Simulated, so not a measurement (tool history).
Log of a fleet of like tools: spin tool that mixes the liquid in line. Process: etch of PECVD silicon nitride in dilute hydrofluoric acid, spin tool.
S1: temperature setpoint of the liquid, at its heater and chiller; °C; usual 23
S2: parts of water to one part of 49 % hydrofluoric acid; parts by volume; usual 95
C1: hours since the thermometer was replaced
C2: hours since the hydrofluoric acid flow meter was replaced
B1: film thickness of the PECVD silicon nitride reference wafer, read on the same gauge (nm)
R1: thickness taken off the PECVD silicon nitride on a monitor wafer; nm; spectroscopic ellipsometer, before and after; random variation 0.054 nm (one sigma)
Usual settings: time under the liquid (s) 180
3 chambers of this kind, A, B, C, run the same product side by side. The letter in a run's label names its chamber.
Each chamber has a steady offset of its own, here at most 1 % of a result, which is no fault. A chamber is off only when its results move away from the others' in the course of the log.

run 1C hour=4.1 | S1=23 S2=95 time_under_the_liquid_(s)=180 | C1=493.9 C2=505.4 | B1=100.01 | R1=8.0969
run 2B hour=10.4 | S1=23 S2=95 time_under_the_liquid_(s)=180 | C1=1688.7 C2=880.6 | B1=100.02 | R1=8.0446
run 3A hour=13.6 | S1=23 S2=95 time_under_the_liquid_(s)=180 | C1=1034.2 C2=611.5 | B1=100.01 | R1=8.0134
run 4B hour=17.1 | S1=23 S2=95 time_under_the_liquid_(s)=180 | C1=1695.4 C2=887.3 | B1=99.993 | R1=8.1049
run 5C hour=21.5 | S1=23 S2=95 time_under_the_liquid_(s)=180 | C1=511.3 C2=522.8 | B1=100 | R1=7.947
run 6A hour=27.2 | S1=23 S2=95 time_under_the_liquid_(s)=180 | C1=1047.8 C2=625.1 | B1=99.997 | R1=8.0084
run 7A hour=31.1 | S1=19.5 S2=60 time_under_the_liquid_(s)=180 | C1=1051.7 C2=629 | B1=99.985 | R1=10.056
run 8C hour=35 | S1=19.5 S2=60 time_under_the_liquid_(s)=180 | C1=524.8 C2=536.3 | B1=99.983 | R1=9.9693
run 9B hour=40.6 | S1=19.5 S2=60 time_under_the_liquid_(s)=180 | C1=1718.9 C2=910.8 | B1=100.02 | R1=9.8526
run 10B hour=47.6 | S1=23 S2=95 time_under_the_liquid_(s)=180 | C1=1725.9 C2=917.8 | B1=99.983 | R1=8.1279
-- hour=52.4 chamber B: thermometer replaced
run 11C hour=53.9 | S1=23 S2=95 time_under_the_liquid_(s)=180 | C1=543.7 C2=555.2 | B1=100.01 | R1=8.0754
run 12A hour=59.1 | S1=23 S2=95 time_under_the_liquid_(s)=180 | C1=1079.7 C2=657 | B1=100 | R1=8.0862
run 13B hour=62.8 | S1=23 S2=95 time_under_the_liquid_(s)=100 | C1=10.4 C2=933 | B1=99.986 | R1=4.4312
run 14A hour=68.5 | S1=23 S2=95 time_under_the_liquid_(s)=100 | C1=1089.1 C2=666.4 | B1=99.978 | R1=4.4258
run 15C hour=72.7 | S1=23 S2=95 time_under_the_liquid_(s)=100 | C1=562.5 C2=574 | B1=100 | R1=4.4277
run 16C hour=79.7 | S1=23 S2=55 time_under_the_liquid_(s)=275 | C1=569.5 C2=581 | B1=99.999 | R1=21.027
run 17A hour=84.7 | S1=23 S2=55 time_under_the_liquid_(s)=275 | C1=1105.3 C2=682.6 | B1=100.03 | R1=20.965
-- hour=87.5 chamber A: hydrofluoric acid flow meter replaced
run 18B hour=88.5 | S1=23 S2=55 time_under_the_liquid_(s)=275 | C1=36.1 C2=958.7 | B1=99.985 | R1=20.916
run 19C hour=92.8 | S1=23 S2=95 time_under_the_liquid_(s)=180 | C1=582.6 C2=594.1 | B1=99.984 | R1=8.0895
run 20A hour=99.4 | S1=23 S2=95 time_under_the_liquid_(s)=180 | C1=1120 C2=12 | B1=99.986 | R1=7.845
run 21B hour=105.4 | S1=23 S2=95 time_under_the_liquid_(s)=180 | C1=53 C2=975.6 | B1=100.01 | R1=8.1084
run 22C hour=109.8 | S1=21.5 S2=95 time_under_the_liquid_(s)=180 | C1=599.6 C2=611.1 | B1=100.01 | R1=7.2927
run 23B hour=113.6 | S1=21.5 S2=95 time_under_the_liquid_(s)=180 | C1=61.2 C2=983.8 | B1=100.01 | R1=7.279
run 24A hour=117.3 | S1=21.5 S2=95 time_under_the_liquid_(s)=180 | C1=1137.9 C2=29.9 | B1=100.02 | R1=7.0406
run 25A hour=122 | S1=23 S2=45 time_under_the_liquid_(s)=115 | C1=1142.6 C2=34.6 | B1=99.992 | R1=10.511
run 26B hour=129 | S1=23 S2=45 time_under_the_liquid_(s)=115 | C1=76.6 C2=999.2 | B1=100.01 | R1=10.652
run 27C hour=135.3 | S1=23 S2=45 time_under_the_liquid_(s)=115 | C1=625.1 C2=636.6 | B1=99.979 | R1=10.751
run 28B hour=139.6 | S1=23 S2=95 time_under_the_liquid_(s)=215 | C1=87.2 C2=1009.8 | B1=99.997 | R1=9.7396
run 29C hour=144.9 | S1=23 S2=95 time_under_the_liquid_(s)=215 | C1=634.7 C2=646.2 | B1=100 | R1=9.6886
run 30A hour=149.4 | S1=23 S2=95 time_under_the_liquid_(s)=215 | C1=1170 C2=62 | B1=99.989 | R1=9.0464
run 31C hour=152.6 | S1=23 S2=95 time_under_the_liquid_(s)=180 | C1=642.4 C2=653.9 | B1=100 | R1=7.9781
run 32B hour=158.2 | S1=23 S2=95 time_under_the_liquid_(s)=180 | C1=105.8 C2=1028.4 | B1=100.02 | R1=8.0083
run 33A hour=162 | S1=23 S2=95 time_under_the_liquid_(s)=180 | C1=1182.6 C2=74.6 | B1=99.992 | R1=7.5499
run 34C hour=166.1 | S1=23 S2=95 time_under_the_liquid_(s)=180 | C1=655.9 C2=667.4 | B1=100.01 | R1=7.9996
run 35B hour=170.2 | S1=23 S2=95 time_under_the_liquid_(s)=180 | C1=117.8 C2=1040.4 | B1=100.02 | R1=8.0388

Is one chamber off against the others, does the gauge drift, or is nothing wrong? If a chamber is off, say which, and what the likeliest cause is.

Chamber A drifts away from the others.
Cause: liquid colder than its thermometer reads (K) = 1.07.

Here are 4 candidates for chamber A's next run, each the usual settings with a change, their results left as question marks. Which one brings its results back in line with what the others give on the usual settings?
In line means no further than this from the other chambers' mean on the usual settings: R1 0.19 nm
run 36A-1 hour=175.3 | S1=24 S2=95 time_under_the_liquid_(s)=180 | R1=?
run 36A-2 hour=175.3 | S1=23 S2=100 time_under_the_liquid_(s)=170 | R1=?
run 36A-3 hour=175.3 | S1=23 S2=85 time_under_the_liquid_(s)=180 | R1=?
run 36A-4 hour=175.3 | S1=23 S2=100 time_under_the_liquid_(s)=175 | R1=?

The other chambers' mean on the usual settings: R1 8.0564 nm
run=36A-1 R1=8.0282
run=36A-2 R1=6.7383
run=36A-3 R1=8.3889
run=36A-4 R1=6.9364
36A-1 brings the chamber back in line.
